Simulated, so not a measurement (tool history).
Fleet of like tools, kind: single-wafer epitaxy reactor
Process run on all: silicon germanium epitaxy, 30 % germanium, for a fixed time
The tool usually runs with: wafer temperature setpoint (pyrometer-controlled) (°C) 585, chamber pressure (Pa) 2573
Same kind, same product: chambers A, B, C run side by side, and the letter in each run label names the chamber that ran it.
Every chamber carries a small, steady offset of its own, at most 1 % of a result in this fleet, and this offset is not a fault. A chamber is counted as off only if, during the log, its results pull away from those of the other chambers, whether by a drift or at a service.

run   hour  wafer temperature setpoint (pyrometer-controlled) (°C)  chamber pressure (Pa)  read-back reference wafer on the same gauge, thickness_nm  mean film thickness on the monitor wafer (angstrom)
 1B    7.5                                                     585                   2573                                                     44.425                                               445.77
       8.4  -- chamber B: capacitance manometer re-zeroed and calibrated
 2C   11.9                                                     585                   2573                                                     44.417                                               438.53
 3A   17.9                                                     585                   2573                                                     44.385                                               439.74
 4B   23.3                                                     585                   2573                                                     44.446                                               443.66
 5A   28.5                                                     585                   2573                                                     44.375                                               440.44
 6C   37.7                                                     585                   2573                                                     44.432                                               442.17
 7B   46.1                                                     585                   2573                                                     44.407                                               443.79
 8A   53.3                                                     585                   2133                                                     44.414                                               407.21
 9C   59.7                                                     585                   2133                                                     44.410                                               408.83
10B   68.8                                                     585                   2133                                                     44.379                                               409.72
11A   75.7                                                     599                   2573                                                     44.429                                               569.22
12C   80.1                                                     599                   2573                                                     44.438                                               572.76
13A   86.4                                                     599                   2573                                                     44.409                                               571.71
14C   95.2                                                     585                   2573                                                     44.417                                               444.08
      96.1  -- chamber A: capacitance manometer re-zeroed and calibrated
15B  103.2                                                     585                   2573                                                     44.361                                               441.84
16C  107.3                                                     585                   2573                                                     44.434                                               442.42
17B  114.8                                                     585                   2573                                                     44.431                                               444.67
18A  119.7                                                     585                   2573                                                     44.375                                               448.78
19C  128.5                                                     571                   3106                                                     44.400                                               360.39
20A  134.7                                                     571                   3106                                                     44.403                                               373.29
21B  142.6                                                     571                   3106                                                     44.405                                               361.46
22B  148.5                                                     585                   2573                                                     44.398                                               443.88
23A  155.7                                                     585                   2573                                                     44.387                                               453.39
24C  160.1                                                     585                   2573                                                     44.363                                               441.57
25A  164.3                                                     585                   2573                                                     44.398                                               456.63
26C  173.6                                                     585                   2573                                                     44.417                                               440.34
27B  180.6                                                     585                   2573                                                     44.378                                               441.84
28C  185.4                                                     585                   2573                                                     44.390                                               438.95
29A  193.5                                                     585                   2573                                                     44.416                                               461.65
30B  202.3                                                     585                   2573                                                     44.388                                               444.65

The same settings go to every chamber for the next run, one line per chamber below. Forecast the results for each:
31A  209.1                                                     593                   2573                                                                                                               ?
31B  209.1                                                     593                   2573                                                                                                               ?
31C  209.1                                                     593                   2573                                                                                                               ?

run  mean film thickness on the monitor wafer (angstrom)
31A                                               540.37
31B                                               514.38
31C                                               514.21
